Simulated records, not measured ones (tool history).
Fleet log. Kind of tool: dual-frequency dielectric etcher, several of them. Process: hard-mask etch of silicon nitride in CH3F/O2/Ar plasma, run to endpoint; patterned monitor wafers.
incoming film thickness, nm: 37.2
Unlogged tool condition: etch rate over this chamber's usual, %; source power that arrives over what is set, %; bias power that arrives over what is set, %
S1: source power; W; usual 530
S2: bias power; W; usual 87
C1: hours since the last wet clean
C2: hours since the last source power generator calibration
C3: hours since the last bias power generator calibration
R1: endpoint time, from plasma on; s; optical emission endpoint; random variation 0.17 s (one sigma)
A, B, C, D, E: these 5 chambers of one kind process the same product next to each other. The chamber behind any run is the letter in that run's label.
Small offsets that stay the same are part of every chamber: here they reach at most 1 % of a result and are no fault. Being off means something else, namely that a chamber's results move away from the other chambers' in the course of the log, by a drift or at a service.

| run | hour | S1 | S2 | C1 | C2 | C3 | R1 |
|---|---|---|---|---|---|---|---|
| 1C | 7.1 | 530 | 87 | 265.4 | 979.3 | 2337.3 | 44.956 |
| 2E | 18.3 | 530 | 87 | 221.2 | 3133.1 | 1714.6 | 45.376 |
| 3A | 26.8 | 530 | 87 | 95.8 | 983.4 | 2089.1 | 45.479 |
| 4B | 38 | 530 | 87 | 268.6 | 1658.5 | 1218.2 | 45.391 |
| 5D | 44.5 | 530 | 87 | 203 | 3307.3 | 795.5 | 45.22 |
| 6B | 52 | 530 | 87 | 282.6 | 1672.5 | 1232.2 | 45.261 |
| 7A | 59.5 | 530 | 87 | 128.5 | 1016.1 | 2121.8 | 45.433 |
| 8E | 70 | 530 | 87 | 272.9 | 3184.8 | 1766.3 | 45.218 |
| 9C | 81.6 | 530 | 87 | 339.9 | 1053.8 | 2411.8 | 45.078 |
| 10D | 91.5 | 530 | 87 | 250 | 3354.3 | 842.5 | 45.266 |
| 11B | 96.9 | 530 | 87 | 327.5 | 1717.4 | 1277.1 | 44.988 |
| 12C | 104.6 | 530 | 87 | 362.9 | 1076.8 | 2434.8 | 44.727 |
| 13D | 116.7 | 530 | 78 | 275.2 | 3379.5 | 867.7 | 46.831 |
| 14E | 128.1 | 530 | 78 | 331 | 3242.9 | 1824.4 | 46.643 |
| 15A | 135.7 | 530 | 78 | 204.7 | 1092.3 | 2198 | 46.962 |
| 16C | 142.4 | 530 | 78 | 400.7 | 1114.6 | 2472.6 | 46.768 |
|  | 150.2 | chamber C: wet clean of the chamber |
| 17D | 152.7 | 530 | 78 | 311.2 | 3415.5 | 903.7 | 46.92 |
| 18B | 158.8 | 530 | 87 | 389.4 | 1779.3 | 1339 | 45.257 |
| 19E | 169.8 | 530 | 87 | 372.7 | 3284.6 | 1866.1 | 44.654 |
| 20A | 181.9 | 530 | 104 | 250.9 | 1138.5 | 2244.2 | 42.727 |
| 21A | 189.4 | 530 | 104 | 258.4 | 1146 | 2251.7 | 42.899 |
| 22C | 196.7 | 530 | 104 | 46.5 | 1168.9 | 2526.9 | 41.903 |
| 23D | 202.5 | 530 | 104 | 361 | 3465.3 | 953.5 | 42.477 |
| 24B | 212.5 | 530 | 104 | 443.1 | 1833 | 1392.7 | 42.287 |
| 25E | 217.8 | 530 | 87 | 420.7 | 3332.6 | 1914.1 | 44.346 |
| 26A | 226.5 | 530 | 87 | 295.5 | 1183.1 | 2288.8 | 45.633 |
| 27E | 235.7 | 530 | 87 | 438.6 | 3350.5 | 1932 | 44.267 |
| 28D | 247.2 | 530 | 87 | 405.7 | 3510 | 998.2 | 45.181 |
| 29C | 259 | 530 | 87 | 108.8 | 1231.2 | 2589.2 | 45.216 |
|  | 263.4 | chamber D: wet clean of the chamber |
| 30B | 268.3 | 530 | 87 | 498.9 | 1888.8 | 1448.5 | 45.055 |
| 31E | 276.6 | 530 | 87 | 479.5 | 3391.4 | 1972.9 | 44.082 |
| 32D | 284.6 | 430 | 78 | 21.2 | 3547.4 | 1035.6 | 51.094 |
| 33C | 296 | 430 | 78 | 145.8 | 1268.2 | 2626.2 | 50.539 |
| 34A | 304.8 | 430 | 78 | 373.8 | 1261.4 | 2367.1 | 51.093 |
|  | 305.4 | chamber B: wet clean of the chamber |
| 35B | 312.4 | 430 | 78 | 7.1 | 1932.9 | 1492.6 | 50.86 |
| 36B | 320.5 | 430 | 78 | 15.2 | 1941 | 1500.7 | 51.076 |
| 37D | 325.7 | 530 | 87 | 62.3 | 3588.5 | 1076.7 | 45.302 |
| 38E | 334.1 | 530 | 87 | 537 | 3448.9 | 2030.4 | 43.95 |
| 39C | 343.1 | 530 | 87 | 192.9 | 1315.3 | 2673.3 | 45.14 |
| 40A | 353 | 530 | 87 | 422 | 1309.6 | 2415.3 | 45.501 |
| 41C | 363.3 | 530 | 87 | 213.1 | 1335.5 | 2693.5 | 44.958 |
| 42D | 371.3 | 580 | 69 | 107.9 | 3634.1 | 1122.3 | 47.359 |
| 43A | 381.9 | 580 | 69 | 450.9 | 1338.5 | 2444.2 | 47.435 |
| 44B | 391.8 | 580 | 69 | 86.5 | 2012.3 | 1572 | 46.928 |

The same settings go to every chamber for the next run, one line per chamber below. Forecast the results for each:
| 45A | 400.5 | 530 | 87 |  |  |  | ? |
| 45B | 400.5 | 530 | 87 |  |  |  | ? |
| 45C | 400.5 | 530 | 87 |  |  |  | ? |
| 45D | 400.5 | 530 | 87 |  |  |  | ? |
| 45E | 400.5 | 530 | 87 |  |  |  | ? |

| run | R1 |
|---|---|
| 45A | 45.401 |
| 45B | 45.168 |
| 45C | 44.961 |
| 45D | 45.414 |
| 45E | 43.152 |

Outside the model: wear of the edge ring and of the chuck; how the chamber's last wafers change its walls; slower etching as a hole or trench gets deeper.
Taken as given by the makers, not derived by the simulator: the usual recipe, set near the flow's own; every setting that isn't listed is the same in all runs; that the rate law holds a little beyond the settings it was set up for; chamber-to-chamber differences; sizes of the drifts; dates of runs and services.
